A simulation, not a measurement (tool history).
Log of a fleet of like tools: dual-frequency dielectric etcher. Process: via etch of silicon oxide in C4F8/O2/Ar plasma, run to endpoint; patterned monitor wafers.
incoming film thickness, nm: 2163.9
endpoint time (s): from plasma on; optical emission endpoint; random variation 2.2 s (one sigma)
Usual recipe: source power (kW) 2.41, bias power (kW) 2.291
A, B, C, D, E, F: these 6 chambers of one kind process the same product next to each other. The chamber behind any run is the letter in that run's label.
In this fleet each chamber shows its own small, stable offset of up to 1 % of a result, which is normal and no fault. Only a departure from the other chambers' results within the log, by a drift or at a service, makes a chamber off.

| run | hour | source power (kW) | bias power (kW) | hours since the last wet clean | hours since the last source power generator calibration | hours since the last bias power generator calibration | endpoint time (s) |
|---|---|---|---|---|---|---|---|
|  | 8.1 | chamber C: wet clean of the chamber |
| 1E | 11.4 | 2.41 | 2.291 | 222.6 | 613.8 | 2359.2 | 379.44 |
|  | 12.6 | chamber B: wet clean of the chamber |
| 2A | 19.7 | 2.41 | 2.291 | 50.6 | 1669.7 | 1718.5 | 378.2 |
| 3B | 35.1 | 2.41 | 2.291 | 22.5 | 602.8 | 721.8 | 380.87 |
| 4C | 50 | 2.41 | 2.291 | 41.9 | 2996.6 | 1994.8 | 381.66 |
| 5D | 63.4 | 2.41 | 2.291 | 137.8 | 2298.3 | 349.7 | 383.65 |
| 6F | 79.3 | 2.41 | 2.291 | 140.3 | 537 | 748.3 | 383.2 |
| 7D | 89 | 2.41 | 2.291 | 163.4 | 2323.9 | 375.3 | 378.63 |
| 8E | 99.5 | 2.41 | 2.291 | 310.7 | 701.9 | 2447.3 | 373.66 |
| 9F | 108.5 | 2.41 | 2.291 | 169.5 | 566.2 | 777.5 | 383.15 |
| 10A | 123.7 | 2.41 | 2.291 | 154.6 | 1773.7 | 1822.5 | 381.15 |
| 11B | 136.9 | 2.41 | 2.291 | 124.3 | 704.6 | 823.6 | 378.9 |
| 12C | 149.7 | 2.41 | 2.291 | 141.6 | 3096.3 | 2094.5 | 377.71 |
| 13A | 161.7 | 2.69 | 2.084 | 192.6 | 1811.7 | 1860.5 | 375.29 |
| 14D | 174.8 | 2.69 | 2.084 | 249.2 | 2409.7 | 461.1 | 378.36 |
| 15F | 185.1 | 2.69 | 2.084 | 246.1 | 642.8 | 854.1 | 371.12 |
| 16E | 198.8 | 2.69 | 2.084 | 410 | 801.2 | 2546.6 | 373.45 |
| 17B | 213.5 | 2.69 | 2.084 | 200.9 | 781.2 | 900.2 | 372.21 |
| 18C | 224.4 | 2.69 | 2.084 | 216.3 | 3171 | 2169.2 | 371.96 |
| 19E | 236 | 2.41 | 2.291 | 447.2 | 838.4 | 2583.8 | 378.12 |
| 20B | 246.9 | 2.41 | 2.291 | 234.3 | 814.6 | 933.6 | 379.6 |
| 21F | 258.9 | 2.41 | 2.291 | 319.9 | 716.6 | 927.9 | 381.55 |
| 22D | 272.1 | 2.41 | 2.291 | 346.5 | 2507 | 558.4 | 379.71 |
| 23C | 282.1 | 2.41 | 2.291 | 274 | 3228.7 | 2226.9 | 378.98 |
|  | 282.5 | chamber E: bias power generator calibrated |
|  | 290.3 | chamber E: wet clean of the chamber |
| 24A | 295.6 | 2.41 | 2.291 | 326.5 | 1945.6 | 1994.4 | 386.26 |
|  | 296.7 | chamber D: wet clean of the chamber |
| 25B | 304.1 | 2.41 | 2.291 | 291.5 | 871.8 | 990.8 | 377.74 |
|  | 309.7 | chamber F: wet clean of the chamber |
| 26A | 313.1 | 2.41 | 2.291 | 344 | 1963.1 | 2011.9 | 380.96 |
| 27F | 321.3 | 1.85 | 2.044 | 11.7 | 779 | 990.3 | 439.02 |
| 28E | 331.6 | 1.85 | 2.044 | 41.4 | 934 | 49.1 | 436.39 |
| 29C | 345.8 | 1.85 | 2.044 | 337.7 | 3292.4 | 2290.6 | 433.19 |
|  | 350.9 | chamber A: wet clean of the chamber |
| 30D | 358.2 | 1.85 | 2.044 | 61.5 | 2593.1 | 644.5 | 426.56 |
| 31E | 365.3 | 1.85 | 2.044 | 75.1 | 967.7 | 82.8 | 432.25 |
| 32D | 380.1 | 1.85 | 2.044 | 83.4 | 2615 | 666.4 | 422.05 |
|  | 381.9 | chamber C: wet clean of the chamber |
| 33B | 395.1 | 2.41 | 2.291 | 382.5 | 962.8 | 1081.8 | 381.44 |
| 34C | 408 | 2.41 | 2.291 | 26.2 | 3354.6 | 2352.8 | 375.6 |
| 35A | 424.1 | 2.41 | 2.291 | 73.3 | 2074.1 | 2122.9 | 379.3 |
| 36F | 438.1 | 2.41 | 2.291 | 128.5 | 895.8 | 1107.1 | 377.78 |
| 37C | 447.9 | 2.41 | 2.291 | 66.1 | 3394.5 | 2392.7 | 374.09 |
| 38B | 456.9 | 2.41 | 2.291 | 444.3 | 1024.6 | 1143.6 | 381.84 |
| 39D | 471.9 | 2.41 | 2.291 | 175.2 | 2706.8 | 758.2 | 362.76 |
| 40E | 478.9 | 2.41 | 2.086 | 188.7 | 1081.3 | 196.4 | 388.52 |

Does one chamber stand apart from the rest, does the shared gauge drift, or is all well apart from small per-chamber offsets? Give the chamber and the most likely cause, where there is one.

A service on chamber D put it out of line with the rest.
Likeliest cause: etch rate over this chamber's usual, % = 3.31.

Below are 4 candidate recipes for chamber D's next run, each the usual settings with a change, their results shown as question marks. Which of them brings D's results back in line with what the other chambers give on the usual settings?
In line means no further than this from the other chambers' mean on the usual settings: endpoint time (s) 7.6
| 41D-1 | 490.5 | 2.67 | 2.474 |  |  |  | ? |
| 41D-2 | 490.5 | 2.53 | 2.374 |  |  |  | ? |
| 41D-3 | 490.5 | 2.41 | 2.061 |  |  |  | ? |
| 41D-4 | 490.5 | 2.15 | 2.108 |  |  |  | ? |

The other chambers' mean on the usual settings: endpoint time (s) 379.33
| run | endpoint time (s) |
|---|---|
| 41D-1 | 345.25 |
| 41D-2 | 357.04 |
| 41D-3 | 379.39 |
| 41D-4 | 394.41 |
The right change is 41D-3: it brings the chamber back within the allowed miss of the others.

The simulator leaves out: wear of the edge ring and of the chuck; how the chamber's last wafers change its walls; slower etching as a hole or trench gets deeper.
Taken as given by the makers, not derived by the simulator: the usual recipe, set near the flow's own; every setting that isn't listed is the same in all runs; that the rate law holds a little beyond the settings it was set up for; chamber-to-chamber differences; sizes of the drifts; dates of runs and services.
